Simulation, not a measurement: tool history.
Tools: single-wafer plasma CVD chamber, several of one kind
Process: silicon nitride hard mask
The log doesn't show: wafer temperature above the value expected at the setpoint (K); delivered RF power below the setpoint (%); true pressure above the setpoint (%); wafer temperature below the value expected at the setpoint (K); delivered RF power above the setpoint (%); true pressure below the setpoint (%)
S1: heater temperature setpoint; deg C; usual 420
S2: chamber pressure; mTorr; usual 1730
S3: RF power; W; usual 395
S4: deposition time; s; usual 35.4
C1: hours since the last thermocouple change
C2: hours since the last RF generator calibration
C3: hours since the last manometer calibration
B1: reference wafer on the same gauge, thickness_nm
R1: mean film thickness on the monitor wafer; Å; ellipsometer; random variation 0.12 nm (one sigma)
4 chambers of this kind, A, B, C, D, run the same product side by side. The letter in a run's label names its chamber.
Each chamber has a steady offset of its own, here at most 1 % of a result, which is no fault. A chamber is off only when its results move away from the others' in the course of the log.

| run | hour | S1 | S2 | S3 | S4 | C1 | C2 | C3 | B1 | R1 |
|---|---|---|---|---|---|---|---|---|---|---|
| 1A | 7.6 | 420 | 1730 | 395 | 35.4 | 1795.6 | 190.9 | 1258.2 | 53.921 | 489.31 |
| 2C | 13.8 | 420 | 1730 | 395 | 35.4 | 1608.3 | 148.9 | 1739.9 | 53.888 | 495.11 |
| 3D | 20.2 | 420 | 1730 | 395 | 35.4 | 1535.6 | 1157.2 | 733.6 | 53.871 | 492.04 |
| 4B | 23.7 | 420 | 1730 | 395 | 35.4 | 170.7 | 271.2 | 1755.8 | 53.900 | 491.84 |
| 5D | 31.2 | 420 | 1730 | 395 | 35.4 | 1546.6 | 1168.2 | 744.6 | 53.905 | 492.06 |
| 6A | 34.7 | 420 | 1730 | 395 | 35.4 | 1822.7 | 218.0 | 1285.3 | 53.915 | 487.75 |
| 7B | 41.4 | 420 | 1730 | 395 | 35.4 | 188.4 | 288.9 | 1773.5 | 53.861 | 492.52 |
| 8C | 47.4 | 420 | 1730 | 395 | 35.4 | 1641.9 | 182.5 | 1773.5 | 53.935 | 495.30 |
|  | 48.1 | chamber D: thermocouple changed; heater temperature recalibrated |
| 9B | 51.8 | 420 | 1730 | 395 | 35.4 | 198.8 | 299.3 | 1783.9 | 53.928 | 490.67 |
| 10D | 59.3 | 420 | 1730 | 395 | 35.4 | 11.2 | 1196.3 | 772.7 | 53.923 | 492.21 |
| 11A | 65.4 | 420 | 1730 | 395 | 35.4 | 1853.4 | 248.7 | 1316.0 | 53.895 | 492.88 |
| 12C | 70.8 | 420 | 1730 | 395 | 35.4 | 1665.3 | 205.9 | 1796.9 | 53.888 | 497.67 |
| 13D | 75.4 | 420 | 1730 | 395 | 35.4 | 27.3 | 1212.4 | 788.8 | 53.920 | 493.40 |
| 14B | 78.7 | 420 | 1730 | 395 | 35.4 | 225.7 | 326.2 | 1810.8 | 53.927 | 494.52 |
| 15A | 85.5 | 420 | 1730 | 395 | 35.4 | 1873.5 | 268.8 | 1336.1 | 53.901 | 490.15 |
|  | 86.1 | chamber B: capacitance manometer re-zeroed and calibrated |
| 16C | 90.7 | 420 | 1730 | 395 | 35.4 | 1685.2 | 225.8 | 1816.8 | 53.893 | 495.13 |
| 17C | 96.9 | 420 | 1730 | 395 | 35.4 | 1691.4 | 232.0 | 1823.0 | 53.913 | 492.26 |
| 18A | 103.4 | 420 | 1730 | 395 | 35.4 | 1891.4 | 286.7 | 1354.0 | 53.903 | 491.73 |
| 19B | 110.4 | 420 | 1730 | 395 | 35.4 | 257.4 | 357.9 | 24.4 | 53.922 | 481.25 |
| 20D | 114.8 | 425 | 1730 | 420 | 35.4 | 66.7 | 1251.8 | 828.2 | 53.916 | 510.20 |
| 21B | 121.6 | 425 | 1730 | 420 | 35.4 | 268.6 | 369.1 | 35.6 | 53.906 | 498.52 |
| 22A | 127.6 | 425 | 1730 | 420 | 35.4 | 1915.6 | 310.9 | 1378.2 | 53.888 | 508.54 |
| 23C | 132.6 | 425 | 1730 | 420 | 35.4 | 1727.1 | 267.7 | 1858.7 | 53.917 | 514.06 |
| 24D | 137.8 | 420 | 1730 | 395 | 35.4 | 89.7 | 1274.8 | 851.2 | 53.893 | 491.92 |
| 25C | 145.4 | 420 | 1730 | 395 | 35.4 | 1739.9 | 280.5 | 1871.5 | 53.905 | 496.27 |
| 26A | 151.1 | 420 | 1730 | 395 | 35.4 | 1939.1 | 334.4 | 1401.7 | 53.921 | 491.70 |
| 27B | 157.7 | 420 | 1730 | 395 | 35.4 | 304.7 | 405.2 | 71.7 | 53.914 | 482.58 |
| 28D | 161.7 | 420 | 1730 | 395 | 35.4 | 113.6 | 1298.7 | 875.1 | 53.873 | 491.43 |
| 29A | 167.8 | 420 | 1730 | 395 | 35.4 | 1955.8 | 351.1 | 1418.4 | 53.919 | 490.20 |
| 30C | 174.1 | 420 | 1730 | 395 | 35.4 | 1768.6 | 309.2 | 1900.2 | 53.911 | 495.70 |
| 31B | 179.0 | 420 | 1730 | 395 | 35.4 | 326.0 | 426.5 | 93.0 | 53.911 | 484.02 |
| 32D | 183.6 | 420 | 1730 | 395 | 35.4 | 135.5 | 1320.6 | 897.0 | 53.918 | 492.10 |

Is one chamber off against the others, does the gauge drift, or is nothing wrong? If a chamber is off, say which, and what the likeliest cause is.

A service left chamber B off against the others.
Cause: true pressure below the setpoint (%) = 7.31.

Here are 4 candidates for chamber B's next run, each the usual settings with a change, their results left as question marks. Which one brings its results back in line with what the others give on the usual settings?
In line means no further than this from the other chambers' mean on the usual settings: R1 4.20 Å
| 33B-1 | 189.1 | 420 | 1610 | 395 | 35.4 |  |  |  |  | ? |
| 33B-2 | 189.1 | 420 | 1730 | 395 | 35.5 |  |  |  |  | ? |
| 33B-3 | 189.1 | 420 | 1850 | 395 | 35.4 |  |  |  |  | ? |
| 33B-4 | 189.1 | 420 | 1730 | 395 | 35.3 |  |  |  |  | ? |

The other chambers' mean on the usual settings: R1 492.58 Å
| run | R1 |
|---|---|
| 33B-1 | 472.83 |
| 33B-2 | 484.16 |
| 33B-3 | 492.05 |
| 33B-4 | 481.44 |
33B-3 brings the chamber back in line.
